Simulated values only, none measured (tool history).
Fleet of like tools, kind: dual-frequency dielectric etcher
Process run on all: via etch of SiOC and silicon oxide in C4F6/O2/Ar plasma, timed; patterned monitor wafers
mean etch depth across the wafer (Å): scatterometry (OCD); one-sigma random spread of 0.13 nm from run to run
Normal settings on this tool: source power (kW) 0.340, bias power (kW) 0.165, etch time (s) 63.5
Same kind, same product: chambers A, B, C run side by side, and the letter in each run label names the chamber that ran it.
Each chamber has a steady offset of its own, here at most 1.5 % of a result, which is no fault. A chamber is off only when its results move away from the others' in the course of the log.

| run | hour | source power (kW) | bias power (kW) | etch time (s) | hours since the last wet clean | hours since the last source power generator calibration | hours since the last bias power generator calibration | read-back reference wafer on the same gauge, depth_nm | mean etch depth across the wafer (Å) |
|---|---|---|---|---|---|---|---|---|---|
| 1C | 11.5 | 0.340 | 0.165 | 63.5 | 432.8 | 1035.1 | 579.3 | 69.503 | 653.94 |
| 2B | 22.3 | 0.340 | 0.165 | 63.5 | 217.7 | 928.7 | 3169.8 | 69.471 | 662.85 |
| 3A | 33.8 | 0.340 | 0.165 | 63.5 | 625.5 | 1185.6 | 1540.2 | 69.542 | 655.98 |
| 4B | 41.1 | 0.340 | 0.165 | 63.5 | 236.5 | 947.5 | 3188.6 | 69.484 | 662.84 |
| 5A | 51.5 | 0.340 | 0.165 | 63.5 | 643.2 | 1203.3 | 1557.9 | 69.511 | 654.68 |
| 6C | 60.8 | 0.340 | 0.165 | 63.5 | 482.1 | 1084.4 | 628.6 | 69.505 | 651.56 |
| 7A | 67.0 | 0.340 | 0.165 | 63.5 | 658.7 | 1218.8 | 1573.4 | 69.528 | 653.81 |
| 8C | 80.9 | 0.380 | 0.204 | 63.5 | 502.2 | 1104.5 | 648.7 | 69.489 | 732.61 |
| 9B | 91.4 | 0.380 | 0.204 | 63.5 | 286.8 | 997.8 | 3238.9 | 69.491 | 742.04 |
|  | 101.7 | chamber A: wet clean of the chamber |
| 10C | 103.6 | 0.380 | 0.204 | 63.5 | 524.9 | 1127.2 | 671.4 | 69.548 | 733.20 |
| 11B | 114.8 | 0.340 | 0.165 | 63.5 | 310.2 | 1021.2 | 3262.3 | 69.491 | 663.83 |
|  | 123.1 | chamber C: wet clean of the chamber |
| 12A | 125.2 | 0.340 | 0.165 | 63.5 | 23.6 | 1277.0 | 1631.6 | 69.526 | 654.97 |
| 13A | 134.9 | 0.340 | 0.165 | 63.5 | 33.3 | 1286.7 | 1641.3 | 69.510 | 655.86 |
| 14B | 145.8 | 0.340 | 0.165 | 63.5 | 341.2 | 1052.2 | 3293.3 | 69.490 | 663.13 |
| 15C | 158.0 | 0.340 | 0.165 | 63.5 | 35.0 | 1181.6 | 725.8 | 69.509 | 654.39 |
| 16C | 168.3 | 0.340 | 0.165 | 63.5 | 45.3 | 1191.9 | 736.1 | 69.524 | 654.58 |
| 17A | 176.4 | 0.340 | 0.165 | 63.5 | 74.8 | 1328.2 | 1682.8 | 69.509 | 652.65 |
| 18B | 189.4 | 0.340 | 0.165 | 63.5 | 384.8 | 1095.8 | 3336.9 | 69.530 | 665.08 |
| 19A | 201.1 | 0.340 | 0.165 | 63.5 | 99.5 | 1352.9 | 1707.5 | 69.491 | 656.00 |
| 20C | 207.3 | 0.340 | 0.165 | 63.5 | 84.3 | 1230.9 | 775.1 | 69.529 | 653.05 |
| 21B | 214.4 | 0.340 | 0.165 | 63.5 | 409.8 | 1120.8 | 3361.9 | 69.526 | 664.89 |
|  | 216.5 | chamber B: wet clean of the chamber |
| 22B | 227.7 | 0.340 | 0.165 | 63.5 | 11.3 | 1134.1 | 3375.2 | 69.500 | 666.38 |
| 23C | 235.8 | 0.360 | 0.165 | 47.0 | 112.8 | 1259.4 | 803.6 | 69.509 | 495.78 |
| 24A | 244.0 | 0.360 | 0.165 | 47.0 | 142.4 | 1395.8 | 1750.4 | 69.496 | 497.57 |
| 25A | 255.4 | 0.360 | 0.165 | 47.0 | 153.8 | 1407.2 | 1761.8 | 69.508 | 495.82 |
| 26B | 268.4 | 0.340 | 0.165 | 63.5 | 52.0 | 1174.8 | 3415.9 | 69.461 | 669.66 |
| 27C | 278.0 | 0.340 | 0.165 | 63.5 | 155.0 | 1301.6 | 845.8 | 69.528 | 651.84 |
| 28C | 289.3 | 0.340 | 0.165 | 63.5 | 166.3 | 1312.9 | 857.1 | 69.496 | 655.41 |
| 29A | 300.3 | 0.340 | 0.165 | 63.5 | 198.7 | 1452.1 | 1806.7 | 69.503 | 652.33 |
| 30B | 307.6 | 0.340 | 0.165 | 63.5 | 91.2 | 1214.0 | 3455.1 | 69.505 | 670.35 |
| 31C | 319.0 | 0.340 | 0.165 | 63.5 | 196.0 | 1342.6 | 886.8 | 69.517 | 655.20 |
| 32B | 330.5 | 0.340 | 0.165 | 50.5 | 114.1 | 1236.9 | 3478.0 | 69.477 | 533.36 |
| 33A | 342.4 | 0.340 | 0.165 | 50.5 | 240.8 | 1494.2 | 1848.8 | 69.477 | 519.58 |
| 34B | 355.4 | 0.340 | 0.165 | 50.5 | 139.0 | 1261.8 | 3502.9 | 69.533 | 533.64 |
| 35C | 361.7 | 0.340 | 0.165 | 63.5 | 238.7 | 1385.3 | 929.5 | 69.523 | 655.46 |
| 36A | 372.6 | 0.270 | 0.165 | 47.5 | 271.0 | 1524.4 | 1879.0 | 69.524 | 448.24 |
| 37C | 383.2 | 0.270 | 0.165 | 47.5 | 260.2 | 1406.8 | 951.0 | 69.505 | 446.78 |
| 38B | 395.7 | 0.270 | 0.165 | 47.5 | 179.3 | 1302.1 | 3543.2 | 69.475 | 461.73 |
| 39A | 407.6 | 0.340 | 0.165 | 63.5 | 306.0 | 1559.4 | 1914.0 | 69.478 | 655.00 |
| 40C | 418.5 | 0.340 | 0.165 | 63.5 | 295.5 | 1442.1 | 986.3 | 69.490 | 653.91 |

Next, every chamber runs the same settings. What will each give?
| 41A | 428.7 | 0.270 | 0.165 | 63.5 |  |  |  |  | ? |
| 41B | 428.7 | 0.270 | 0.165 | 63.5 |  |  |  |  | ? |
| 41C | 428.7 | 0.270 | 0.165 | 63.5 |  |  |  |  | ? |

| run | mean etch depth across the wafer (Å) |
|---|---|
| 41A | 601.07 |
| 41B | 619.84 |
| 41C | 600.38 |
